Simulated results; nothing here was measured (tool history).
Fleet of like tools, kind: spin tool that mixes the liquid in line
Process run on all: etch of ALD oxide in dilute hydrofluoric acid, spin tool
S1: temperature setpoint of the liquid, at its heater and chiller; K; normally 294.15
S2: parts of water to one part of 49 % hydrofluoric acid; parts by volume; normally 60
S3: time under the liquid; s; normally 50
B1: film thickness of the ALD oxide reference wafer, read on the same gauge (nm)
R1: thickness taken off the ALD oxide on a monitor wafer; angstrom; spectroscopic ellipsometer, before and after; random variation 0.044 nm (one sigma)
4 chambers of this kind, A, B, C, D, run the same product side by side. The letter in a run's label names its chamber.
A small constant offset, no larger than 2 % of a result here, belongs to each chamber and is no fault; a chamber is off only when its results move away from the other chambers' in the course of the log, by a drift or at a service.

| run | hour | S1 | S2 | S3 | B1 | R1 |
|---|---|---|---|---|---|---|
| 1A | 9.4 | 294.15 | 60 | 50 | 79.982 | 89.173 |
| 2C | 19.7 | 294.15 | 60 | 50 | 80.035 | 89.381 |
| 3D | 28.8 | 294.15 | 60 | 50 | 80.024 | 87.861 |
| 4B | 39.6 | 294.15 | 60 | 50 | 80.006 | 87.434 |
| 5A | 49.2 | 294.15 | 60 | 50 | 79.983 | 88.177 |
| 6D | 61.6 | 294.15 | 60 | 50 | 80.05 | 88.143 |
| 7B | 74.4 | 294.15 | 60 | 50 | 80.015 | 88.04 |
| 8C | 85.3 | 294.15 | 60 | 50 | 79.982 | 89.887 |
| 9D | 94.5 | 294.15 | 60 | 50 | 80.007 | 88.134 |
| 10B | 105.4 | 296.15 | 60 | 50 | 80.015 | 95.597 |
| 11C | 113 | 296.15 | 60 | 50 | 79.984 | 97.679 |
| 12A | 123.3 | 296.15 | 60 | 50 | 79.994 | 95.393 |
| 13D | 136 | 296.15 | 60 | 50 | 79.99 | 96.006 |
| 14C | 144.8 | 294.15 | 60 | 50 | 79.992 | 89.322 |
| 15A | 157.9 | 294.15 | 60 | 50 | 79.983 | 88.251 |
| 16B | 166.2 | 294.15 | 70 | 50 | 80.008 | 74.793 |
| 17B | 172.3 | 294.15 | 70 | 50 | 79.997 | 75.055 |
| 18D | 179 | 294.15 | 70 | 50 | 79.99 | 74.443 |
| 19A | 185.1 | 294.15 | 70 | 50 | 80.036 | 75.049 |
| 20C | 198.5 | 294.15 | 60 | 50 | 80.018 | 89.141 |
| 21A | 204.6 | 294.15 | 60 | 50 | 80.018 | 88.388 |
| 22B | 211.2 | 296.15 | 75 | 50 | 80.017 | 75.823 |
| 23C | 219.8 | 296.15 | 75 | 50 | 80.025 | 75.998 |
| 24D | 231.1 | 296.15 | 75 | 50 | 79.951 | 75.191 |
| 25C | 244.4 | 296.15 | 75 | 50 | 80.003 | 76.035 |
| 26D | 254.8 | 294.15 | 60 | 50 | 80.001 | 87.388 |
| 27B | 261.1 | 294.15 | 60 | 50 | 80.018 | 87.841 |
| 28A | 269.2 | 294.15 | 60 | 50 | 80.017 | 89.208 |
| 29C | 276.6 | 294.15 | 60 | 50 | 79.999 | 89.994 |
| 30B | 287.9 | 294.15 | 60 | 50 | 80.05 | 88.957 |
| 31D | 299.1 | 294.15 | 80 | 60 | 80.009 | 77.201 |
| 32A | 312.4 | 294.15 | 80 | 60 | 79.97 | 78.491 |
| 33D | 320.2 | 294.15 | 80 | 60 | 79.938 | 77.611 |
|  | 322.7 | chamber C: hydrofluoric acid flow meter replaced |
| 34A | 331.2 | 294.15 | 80 | 60 | 80.033 | 77.809 |
| 35C | 343.6 | 294.15 | 60 | 50 | 79.984 | 89.273 |
| 36B | 355.3 | 294.15 | 60 | 50 | 79.965 | 87.838 |
| 37B | 362.4 | 294.15 | 60 | 50 | 80.002 | 88.564 |
| 38A | 369.4 | 294.15 | 75 | 25 | 80.032 | 34.831 |
| 39C | 378.4 | 294.15 | 75 | 25 | 80.036 | 34.918 |
| 40D | 384.7 | 294.15 | 75 | 25 | 79.948 | 34.309 |
| 41C | 393.5 | 294.15 | 75 | 25 | 80.009 | 35.085 |
| 42D | 399.6 | 294.15 | 60 | 50 | 80.004 | 86.899 |

Next, every chamber runs the same settings. What will each give?
| 43A | 409.2 | 294.15 | 60 | 50 |  | ? |
| 43B | 409.2 | 294.15 | 60 | 50 |  | ? |
| 43C | 409.2 | 294.15 | 60 | 50 |  | ? |
| 43D | 409.2 | 294.15 | 60 | 50 |  | ? |

| run | R1 |
|---|---|
| 43A | 88.52 |
| 43B | 88.325 |
| 43C | 90.433 |
| 43D | 88.462 |

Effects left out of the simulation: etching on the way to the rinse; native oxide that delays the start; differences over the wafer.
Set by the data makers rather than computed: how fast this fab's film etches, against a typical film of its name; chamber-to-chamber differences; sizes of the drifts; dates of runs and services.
